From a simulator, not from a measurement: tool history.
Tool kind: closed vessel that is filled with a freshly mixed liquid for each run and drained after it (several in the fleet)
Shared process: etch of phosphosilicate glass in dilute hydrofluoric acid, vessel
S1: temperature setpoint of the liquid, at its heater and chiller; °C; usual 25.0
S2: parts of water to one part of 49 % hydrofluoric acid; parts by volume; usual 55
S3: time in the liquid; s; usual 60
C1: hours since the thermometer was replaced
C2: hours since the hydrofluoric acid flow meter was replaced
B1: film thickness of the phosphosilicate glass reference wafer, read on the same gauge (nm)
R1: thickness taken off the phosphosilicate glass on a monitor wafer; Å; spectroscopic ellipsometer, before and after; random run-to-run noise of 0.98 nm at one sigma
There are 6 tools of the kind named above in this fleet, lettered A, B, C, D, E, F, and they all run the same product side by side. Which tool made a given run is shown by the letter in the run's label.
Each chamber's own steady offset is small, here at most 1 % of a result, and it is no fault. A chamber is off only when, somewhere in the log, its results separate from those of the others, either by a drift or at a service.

run,hour,S1,S2,S3,C1,C2,B1,R1
1F,4.3,25.0,55,60,1475.4,842.1,50.010,1386.00
2A,11.3,25.0,55,60,682.8,1105.6,49.987,1412.80
3B,19.1,25.0,55,60,1950.0,51.3,50.019,1398.30
4E,22.9,25.0,55,60,1716.7,913.6,49.985,1408.60
5D,30.0,25.0,55,60,1109.3,1192.2,49.974,1379.60
6C,34.0,25.0,55,60,1167.3,504.9,50.008,1404.20
7C,38.0,25.0,55,60,1171.3,508.9,50.011,1400.00
8E,43.1,25.0,55,60,1736.9,933.8,50.000,1415.50
9D,47.6,25.0,55,60,1126.9,1209.8,49.976,1405.40
10B,53.5,25.0,55,60,1984.4,85.7,50.020,1416.40
11A,59.3,30.0,55,60,730.8,1153.6,49.980,1706.60
12F,63.0,30.0,55,60,1534.1,900.8,50.012,1703.30
13C,70.5,30.0,55,60,1203.8,541.4,50.017,1732.20
14A,74.3,30.0,55,60,745.8,1168.6,50.009,1692.00
15B,78.0,30.0,55,60,2008.9,110.2,50.004,1722.90
16D,84.4,30.0,55,60,1163.7,1246.6,50.011,1716.40
17F,90.3,25.0,55,60,1561.4,928.1,49.969,1398.80
18E,95.5,25.0,55,60,1789.3,986.2,50.000,1427.40
19E,99.5,25.0,55,60,1793.3,990.2,50.000,1417.90
20C,106.9,25.0,55,60,1240.2,577.8,49.994,1402.00
21D,111.0,25.0,55,60,1190.3,1273.2,49.990,1399.50
22B,116.2,25.0,55,60,2047.1,148.4,49.986,1408.20
23A,123.1,25.0,55,60,794.6,1217.4,49.999,1403.00
24F,130.0,25.0,80,60,1601.1,967.8,49.994,925.20
25D,133.8,25.0,80,60,1213.1,1296.0,50.028,926.34
26A,141.6,25.0,80,60,813.1,1235.9,49.974,947.94
27E,147.6,25.0,80,60,1841.4,1038.3,50.021,926.48
28B,153.2,25.0,80,60,2084.1,185.4,49.985,932.28
29C,160.6,25.0,80,60,1293.9,631.5,50.006,936.44
30F,165.4,25.0,55,60,1636.5,1003.2,49.986,1393.10
31C,170.3,25.0,55,60,1303.6,641.2,49.984,1382.80
32B,176.2,25.0,55,60,2107.1,208.4,49.991,1406.80
# hour 176.4: chamber E: thermometer replaced
33E,184.1,25.0,55,60,7.7,1074.8,50.016,1409.90
34A,189.5,29.0,30,60,861.0,1283.8,49.971,3131.10
35F,193.3,29.0,30,60,1664.4,1031.1,50.009,3110.90
# hour 195.4: chamber A: thermometer replaced
36D,199.7,29.0,30,60,1279.0,1361.9,50.023,2906.90
37D,205.6,29.0,30,60,1284.9,1367.8,49.969,2943.40
38F,209.9,29.0,30,60,1681.0,1047.7,49.990,3136.70
39C,217.3,29.0,30,60,1350.6,688.2,49.977,3085.70
40E,223.1,25.0,55,60,46.7,1113.8,50.010,1406.40
41B,230.2,25.0,55,60,2161.1,262.4,50.026,1426.60
42A,235.1,25.0,55,60,39.7,1329.4,50.018,1413.50
43C,241.3,25.0,55,60,1374.6,712.2,49.971,1389.60
44D,246.1,25.0,55,60,1325.4,1408.3,50.013,1290.10

For the next run the whole fleet of 6 chambers uses the same settings. Give each chamber's results:
45A,251.9,27.5,55,60,,,,?
45B,251.9,27.5,55,60,,,,?
45C,251.9,27.5,55,60,,,,?
45D,251.9,27.5,55,60,,,,?
45E,251.9,27.5,55,60,,,,?
45F,251.9,27.5,55,60,,,,?

run,R1
45A,1564.00
45B,1562.30
45C,1547.30
45D,1419.50
45E,1554.30
45F,1523.80

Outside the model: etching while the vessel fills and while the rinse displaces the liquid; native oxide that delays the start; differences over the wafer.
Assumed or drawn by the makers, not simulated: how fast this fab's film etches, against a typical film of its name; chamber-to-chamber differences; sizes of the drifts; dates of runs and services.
